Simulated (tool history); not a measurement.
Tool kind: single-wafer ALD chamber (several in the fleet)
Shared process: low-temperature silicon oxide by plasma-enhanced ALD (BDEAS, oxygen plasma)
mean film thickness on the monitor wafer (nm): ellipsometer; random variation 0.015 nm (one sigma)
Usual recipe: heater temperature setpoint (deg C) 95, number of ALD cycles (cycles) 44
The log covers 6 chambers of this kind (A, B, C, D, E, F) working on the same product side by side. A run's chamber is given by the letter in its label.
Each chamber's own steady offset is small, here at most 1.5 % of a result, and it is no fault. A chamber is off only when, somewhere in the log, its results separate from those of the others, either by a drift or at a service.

run,hour,heater temperature setpoint (deg C),number of ALD cycles (cycles),hours since the last thermocouple change,"read-back reference wafer on the same gauge, thickness_nm",mean film thickness on the monitor wafer (nm)
1B,3.3,95,44,1269.1,5.5891,6.3387
2D,9.8,95,44,2145.4,5.5890,6.4185
3A,14.5,95,44,2245.9,5.5872,6.3607
4C,17.9,95,44,1030.1,5.5925,6.3551
5F,23.8,95,44,590.4,5.5902,6.3930
6E,29.8,95,44,1035.7,5.5892,6.3355
7B,32.9,95,44,1298.7,5.5874,6.3784
8F,36.5,95,44,603.1,5.5919,6.3738
9E,42.2,95,52,1048.1,5.5908,7.5072
10C,46.6,95,52,1058.8,5.5878,7.5635
11A,52.4,95,52,2283.8,5.5874,7.5203
12D,55.5,95,52,2191.1,5.5901,7.6351
13C,59.5,95,52,1071.7,5.5865,7.5455
14A,63.3,95,52,2294.7,5.5886,7.5265
15B,66.7,95,41,1332.5,5.5902,5.9514
16F,71.1,95,41,637.7,5.5919,5.9641
17E,76.7,95,41,1082.6,5.5888,5.8779
18D,82.7,95,41,2218.3,5.5870,6.0029
19B,88.4,95,41,1354.2,5.5917,5.9544
20D,92.5,95,41,2228.1,5.5931,5.9943
21E,99.2,88,38,1105.1,5.5900,5.5758
22A,105.4,88,38,2336.8,5.5919,5.6330
23F,109.3,88,38,675.9,5.5918,5.6592
24C,116.2,88,38,1128.4,5.5924,5.6457
25A,123.1,88,38,2354.5,5.5891,5.6229
26F,128.4,88,38,695.0,5.5881,5.6492
# hour 129.5: chamber B: thermocouple changed; heater temperature recalibrated
27C,133.8,95,44,1146.0,5.5899,6.3882
28B,137.6,95,44,8.2,5.5912,6.3671
29D,142.2,95,44,2277.8,5.5906,6.4329
30E,146.1,95,44,1152.0,5.5927,6.3247
31A,149.2,95,44,2380.6,5.5899,6.3876
32F,152.5,95,44,719.1,5.5882,6.3789
33C,156.8,95,44,1169.0,5.5924,6.3559
34B,159.8,95,44,30.4,5.5916,6.3718
35D,165.9,95,44,2301.5,5.5920,6.4031
36E,170.3,109,39,1176.2,5.5903,5.4301
37E,174.3,109,39,1180.2,5.5894,5.4064

Decide between three cases: one chamber stands off from its peers, the gauge reading all wafers drifts, or nothing is wrong past each chamber's small offset. Where a chamber is off, say which and what most likely put it there.

No chamber is off and the gauge is stable; the differences are just each chamber's small, constant offset.

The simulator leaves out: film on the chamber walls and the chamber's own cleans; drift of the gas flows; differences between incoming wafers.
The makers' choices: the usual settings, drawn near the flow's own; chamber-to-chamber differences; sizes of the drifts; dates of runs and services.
